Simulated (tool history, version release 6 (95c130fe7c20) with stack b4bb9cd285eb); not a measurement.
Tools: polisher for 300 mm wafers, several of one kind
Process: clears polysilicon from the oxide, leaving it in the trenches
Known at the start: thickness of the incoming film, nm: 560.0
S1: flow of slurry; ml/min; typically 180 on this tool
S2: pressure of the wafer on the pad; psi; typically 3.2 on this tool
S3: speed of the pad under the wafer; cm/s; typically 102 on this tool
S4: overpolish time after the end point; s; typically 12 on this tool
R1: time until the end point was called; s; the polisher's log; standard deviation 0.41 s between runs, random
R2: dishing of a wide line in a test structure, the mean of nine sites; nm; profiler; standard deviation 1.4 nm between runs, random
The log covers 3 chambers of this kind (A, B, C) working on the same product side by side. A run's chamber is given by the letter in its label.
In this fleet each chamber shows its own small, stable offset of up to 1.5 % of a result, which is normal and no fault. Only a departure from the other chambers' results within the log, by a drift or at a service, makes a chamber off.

run    day   S1   S2   S3  S4      R1      R2
     0.188  -- chamber A: worn pad replaced by a new one
 1C  0.325  180  3.2  102  12  35.199   80.17
 2B  0.679  180  3.2  102  12  35.167  75.172
 3A  0.846  180  3.2  102  12  34.986  78.789
 4B  1.142  180  3.2  102  12  35.116  78.055
 5C  1.346  180  3.2  102  12  34.359   79.98
 6A  1.529  180  3.2  102  12  35.688   80.02
 7A  1.792  180  3.2  102  12  35.463  78.815
     1.858  -- chamber B: worn pad replaced by a new one
 8C  2.092  180  3.2  102  12  34.358  79.212
 9B  2.267  180  3.2  102  12  35.467  80.506
     2.438  -- chamber C: worn pad replaced by a new one
10A  2.546  180  2.9  102   6  39.168  56.331
11B  2.825  180  2.9  102   6  39.061  54.241
12C  3.038  180  2.9  102   6  38.627  55.343
     3.088  -- chamber A: worn pad replaced by a new one
13C   3.35  180  3.2  102  12  33.884  81.765
14B  3.554  180  3.2  102  12  35.129  76.343
15A  3.721  180  3.2  102  12  36.984  77.441
16C  3.888  180  3.2  102  12  34.616  80.052
17B  4.233  160  3.2  102  12  36.211  78.158
18A  4.475  160  3.2  102  12  39.067  78.406
19B  4.725  160  3.2  102  12  35.976  77.972
20A  5.079  180  3.2  102  12  38.573  78.465
     5.329  -- chamber B: worn pad replaced by a new one
21C  5.329  180  3.2  102  12  34.287  80.748
22A  5.504  180  3.2  102  12  38.622   76.47
23C  5.771  180  3.2  102  12  34.325  79.602
24B    6.1  180  3.2  102  12  35.631  77.142

One chamber off, gauge drift, or nothing amiss beyond the chambers' own small offsets? If it is a chamber, which one, and what is the likeliest cause?

Chamber A drifts away from the others.
Likeliest cause: head's pressure below its setpoint, % = 12.6.

Below are 4 candidate recipes for chamber A's next run, each the usual settings with a change, their results shown as question marks. Which of them brings A's results back in line with what the other chambers give on the usual settings?
A result is in line if it is within this distance of the other chambers' mean on the usual settings: R1 1.4 s; R2 5.1 nm
25A-1  6.375  180    3   94  12   ?   ?
25A-2  6.375  175  2.9   90  12   ?   ?
25A-3  6.375  180  3.4  110  12   ?   ?
25A-4  6.375  185  3.6  114  12   ?   ?

The mean the other chambers reach with the usual settings: R1 34.843 s; R2 79.461 nm
  run      R1      R2
25A-1  46.782  72.035
25A-2  50.779  69.581
25A-3  35.231  79.507
25A-4  31.976  81.616
Change 25A-3 lands the chamber within the allowed miss of the other chambers.
